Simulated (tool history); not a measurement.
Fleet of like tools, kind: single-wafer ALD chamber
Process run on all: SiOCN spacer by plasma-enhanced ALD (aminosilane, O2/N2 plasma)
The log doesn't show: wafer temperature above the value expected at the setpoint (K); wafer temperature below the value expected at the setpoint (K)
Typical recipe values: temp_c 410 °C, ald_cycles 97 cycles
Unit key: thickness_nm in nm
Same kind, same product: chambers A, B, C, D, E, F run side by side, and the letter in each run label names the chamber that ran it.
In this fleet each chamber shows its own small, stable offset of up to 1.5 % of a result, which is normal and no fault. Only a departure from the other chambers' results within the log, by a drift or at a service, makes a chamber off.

run,hour,temp_c,ald_cycles,hours since the last thermocouple change,"read-back reference wafer on the same gauge, thickness_nm",thickness_nm
1B,11.4,410,97,68.7,4.8380,5.6213
2A,20.3,410,97,1740.8,4.8371,5.6344
3C,32.2,410,97,1365.6,4.8380,5.6820
4D,41.2,410,97,168.8,4.8375,5.7084
5E,48.7,410,97,765.2,4.8364,5.6694
6F,59.8,418,97,1800.2,4.8378,5.5070
7B,71.0,418,97,128.3,4.8363,5.4790
8D,78.4,418,97,206.0,4.8304,5.5645
9A,87.6,418,97,1808.1,4.8313,5.5069
10C,93.1,418,97,1426.5,4.8320,5.5211
11F,105.3,418,97,1845.7,4.8316,5.5288
12E,113.2,410,97,829.7,4.8303,5.6321
13F,121.2,410,97,1861.6,4.8294,5.6640
14C,133.3,416,86,1466.7,4.8295,4.9174
15B,142.1,416,86,199.4,4.8282,4.8702
16D,149.1,416,86,276.7,4.8304,4.9662
17E,160.6,416,86,877.1,4.8272,4.9121
18A,171.3,416,86,1891.8,4.8248,4.8973
19B,183.4,416,86,240.7,4.8230,4.8669
20D,194.6,410,97,322.2,4.8260,5.6869
21A,204.8,410,97,1925.3,4.8207,5.6076
22E,215.6,410,97,932.1,4.8205,5.6498
23C,223.7,410,97,1557.1,4.8191,5.6419
24F,231.5,410,97,1971.9,4.8189,5.6453
25C,238.6,410,97,1572.0,4.8198,5.6616
26D,244.1,410,97,371.7,4.8184,5.6915
27A,250.4,410,97,1970.9,4.8173,5.5964
28B,256.3,410,97,313.6,4.8174,5.5806
29F,262.9,410,97,2003.3,4.8155,5.6395
30E,268.4,410,97,984.9,4.8153,5.6321
31F,280.6,423,86,2021.0,4.8176,4.7937
32E,286.2,423,86,1002.7,4.8172,4.8038
33A,294.1,423,86,2014.6,4.8148,4.7678
34C,304.8,423,86,1638.2,4.8130,4.7964
35D,311.3,423,86,438.9,4.8125,4.8413
# hour 315.8: chamber E: thermocouple changed; heater temperature recalibrated
36B,321.1,423,86,378.4,4.8138,4.7389
37F,331.1,410,97,2071.5,4.8119,5.6258
38E,341.8,410,97,26.1,4.8096,5.6487
39A,352.4,410,97,2072.9,4.8090,5.5990
40C,359.7,410,97,1693.1,4.8087,5.6417
41B,368.7,410,82,426.0,4.8059,4.7004
42D,378.6,410,82,506.2,4.8086,4.8007

For the next run the whole fleet of 6 chambers uses the same settings. Give each chamber's results:
43A,387.4,410,97,,,?
43B,387.4,410,97,,,?
43C,387.4,410,97,,,?
43D,387.4,410,97,,,?
43E,387.4,410,97,,,?
43F,387.4,410,97,,,?

run,thickness_nm
43A,5.5908
43B,5.5672
43C,5.6509
43D,5.6871
43E,5.6367
43F,5.6110
